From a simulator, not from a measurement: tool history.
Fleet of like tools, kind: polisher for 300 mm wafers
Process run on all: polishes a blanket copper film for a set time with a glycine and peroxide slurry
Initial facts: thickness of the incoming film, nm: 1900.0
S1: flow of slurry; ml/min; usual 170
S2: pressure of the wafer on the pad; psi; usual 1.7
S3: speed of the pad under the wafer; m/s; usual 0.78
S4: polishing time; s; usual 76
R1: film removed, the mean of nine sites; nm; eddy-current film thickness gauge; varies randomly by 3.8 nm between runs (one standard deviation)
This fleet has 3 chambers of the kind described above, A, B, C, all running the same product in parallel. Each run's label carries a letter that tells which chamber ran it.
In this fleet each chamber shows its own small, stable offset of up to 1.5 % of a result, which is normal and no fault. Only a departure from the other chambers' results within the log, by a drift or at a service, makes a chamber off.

run     day   S1   S2    S3   S4      R1
      0.008  -- chamber B: worn pad replaced by a new one
 1A   0.512  170  1.7  0.78   76  263.12
 2B   0.871  170  1.7  0.78   76  280.82
 3C   1.167  170  1.7  0.78   76  274.13
      1.512  -- chamber C: worn pad replaced by a new one
 4C   1.712  170  1.7  0.78   76  280.33
 5A   2.067  170  1.7  0.78   76  278.65
 6B   2.562  170  1.7  0.78   76  276.68
      2.583  -- chamber B: worn pad replaced by a new one
 7C   3.092  115  1.7  0.78   76  267.36
 8B   3.538  115  1.7  0.78   76  267.25
 9A   3.967  115  1.7  0.78   76  256.74
10B   4.471  170  1.7  0.54  100  287.49
11A   4.850  170  1.7  0.54  100  278.49
      5.217  -- chamber B: worn pad replaced by a new one
12C   5.333  170  1.7  0.54  100  294.19
13A   6.000  170  1.3  0.52   76  175.05
14C   6.575  170  1.3  0.52   76  179.10
15B   6.929  170  1.3  0.52   76  187.40
16B   7.271  170  1.5  0.78   76  264.67
17A   7.862  170  1.5  0.78   76  244.20
      7.988  -- chamber B: worn pad replaced by a new one
18C   8.258  170  1.5  0.78   76  255.54
      8.379  -- chamber C: worn pad replaced by a new one
19A   8.608  170  1.7  0.78   76  258.15
20B   8.979  170  1.7  0.78   76  281.41
21C   9.617  170  1.7  0.78   76  279.15
22C   9.975  170  1.7  0.78   76  280.82
23A  10.575  170  1.7  0.78   76  245.96
     10.875  -- chamber B: head pressure recalibrated
     10.917  -- chamber A: head pressure recalibrated
     10.938  -- chamber B: worn pad replaced by a new one
24B  11.062  170  1.7  0.78   76  281.14
25A  11.629  170  1.7  0.78   76  248.41
26B  12.108  170  1.7  0.78   76  277.81
27C  12.658  170  1.7  0.78   76  280.82
28A  13.008  170  1.7  0.78   76  242.56

Next, every chamber runs the same settings. What will each give?
29A  13.488  170  1.7  0.78  51   ?
29B  13.488  170  1.7  0.78  51   ?
29C  13.488  170  1.7  0.78  51   ?

run      R1
29A  160.36
29B  190.41
29C  189.44
